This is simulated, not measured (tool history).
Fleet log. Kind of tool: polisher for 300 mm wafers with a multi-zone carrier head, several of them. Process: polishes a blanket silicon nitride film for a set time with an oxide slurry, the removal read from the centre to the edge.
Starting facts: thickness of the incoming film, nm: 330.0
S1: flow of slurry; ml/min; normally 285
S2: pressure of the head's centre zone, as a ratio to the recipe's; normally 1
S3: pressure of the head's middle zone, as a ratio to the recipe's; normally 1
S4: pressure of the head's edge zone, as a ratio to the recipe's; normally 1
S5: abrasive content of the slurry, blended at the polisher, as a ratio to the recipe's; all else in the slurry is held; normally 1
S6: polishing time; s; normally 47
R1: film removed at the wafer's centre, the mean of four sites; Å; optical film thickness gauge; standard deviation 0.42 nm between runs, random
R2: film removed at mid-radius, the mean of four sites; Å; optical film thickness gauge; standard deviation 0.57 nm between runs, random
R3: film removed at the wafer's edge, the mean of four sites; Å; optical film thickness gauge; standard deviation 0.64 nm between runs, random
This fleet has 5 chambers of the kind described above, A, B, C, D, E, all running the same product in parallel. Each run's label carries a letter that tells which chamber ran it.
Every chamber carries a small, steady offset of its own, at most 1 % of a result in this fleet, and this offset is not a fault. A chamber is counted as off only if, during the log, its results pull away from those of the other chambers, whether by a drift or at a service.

run   hour   S1    S2  S3    S4  S5  S6      R1      R2      R3
 1E      7  285     1   1     1   1  47  449.12  449.99  441.79
       9.1  -- chamber A: centre zone pressure recalibrated
 2C     14  285     1   1     1   1  47  436.35     434  436.71
      20.4  -- chamber D: worn pad replaced by a new one
 3A   21.3  285     1   1     1   1  47  448.98  440.68  441.93
      25.8  -- chamber C: worn pad replaced by a new one
 4B   29.5  285     1   1     1   1  47  445.04  446.82  454.05
      34.7  -- chamber E: slurry nozzle cleaned
 5D     38  285     1   1     1   1  47  447.01  436.55  441.84
 6E   44.5  285     1   1     1   1  47  440.08  442.93  437.59
 7B   48.6  355     1   1     1   1  40  389.78  383.13  388.97
 8D     53  355     1   1     1   1  40  385.92  387.09  381.04
 9C   57.7  355     1   1     1   1  40  383.65  383.17  386.94
10A   63.1  355     1   1     1   1  40  380.19  384.06  376.45
      67.7  -- chamber E: worn pad replaced by a new one
11C   69.1  355     1   1     1   1  40  386.96  376.26  378.71
      70.6  -- chamber B: worn pad replaced by a new one
12E   75.1  285     1   1     1   1  47  444.19  444.46  445.21
      79.9  -- chamber A: worn pad replaced by a new one
13A   83.4  285     1   1     1   1  47  449.49   453.7  437.09
      85.3  -- chamber C: worn pad replaced by a new one
14B   89.4  285     1   1     1   1  47  445.96  440.14  444.82
      93.5  -- chamber D: worn pad replaced by a new one
15D   94.7  285     1   1     1   1  47  446.24  440.86  436.14
16D   98.8  285     1   1     1   1  47  447.83  450.57   441.3
     100.7  -- chamber C: centre zone pressure recalibrated
17C  105.9  285     1   1     1   1  47  441.47  447.17  438.82
18E  110.9  285     1   1     1   1  47  443.47  439.87  443.61
19B  116.1  285     1   1     1   1  47  449.83  438.78  438.67
20A  120.4  285  1.04   1     1   1  62  608.64  575.85  600.79
21C  125.4  285  1.04   1     1   1  62  597.78  589.32  585.99
22A  129.5  285  1.04   1     1   1  62  615.37  591.26  584.41
23E  137.2  285  1.04   1     1   1  62  606.49  579.68  597.33
24B    142  285  1.04   1     1   1  62  612.86  572.52  607.93
25D  147.1  285  1.09   1     1   1  47  496.54  429.66   447.1
     151.4  -- chamber C: worn pad replaced by a new one
26D  153.9  285  1.09   1     1   1  47     485  440.88  434.29
27A  161.8  285  1.09   1     1   1  47  492.65  450.76  437.95
     164.9  -- chamber A: worn pad replaced by a new one
28E  166.4  285  1.09   1     1   1  47  487.91  451.59  443.03
29C  172.8  285  1.09   1     1   1  47  479.74  442.87  432.07
     174.5  -- chamber D: worn pad replaced by a new one
30B    179  285     1   1     1   1  47  442.42   436.3  459.68
     183.2  -- chamber E: worn pad replaced by a new one
31C    186  285     1   1  1.11   1  47  441.41  435.28  471.03
32A  193.4  285     1   1  1.11   1  47  445.16   454.7  456.53
33B  201.4  285     1   1  1.11   1  47  440.94  440.37  463.81
     203.9  -- chamber B: worn pad replaced by a new one
34D  207.3  285     1   1  1.11   1  47  448.61  441.41  470.86
     211.1  -- chamber C: worn pad replaced by a new one
35E  213.4  285     1   1  1.11   1  47  441.99  449.39  463.61
36D  220.6  285     1   1     1   1  47  440.57  441.23  446.39
37E  226.3  285     1   1     1   1  47  441.55   448.5  436.36
38C  230.2  285     1   1     1   1  47  442.13   437.9  428.78
39A  234.5  285     1   1     1   1  47   445.8  446.88  444.27
40B  239.5  285     1   1     1   1  47  439.83  432.95  443.57
41C  246.9  285     1   1     1   1  47  444.07  451.38  445.69

Read the log: is a single chamber off, either drifting away or since a service, is the gauge that measures every chamber drifting, or is nothing wrong beyond small per-chamber offsets? Name any odd chamber and what most likely caused it.

All chambers stay in line apart from their small fixed offsets, and the gauge does not drift.
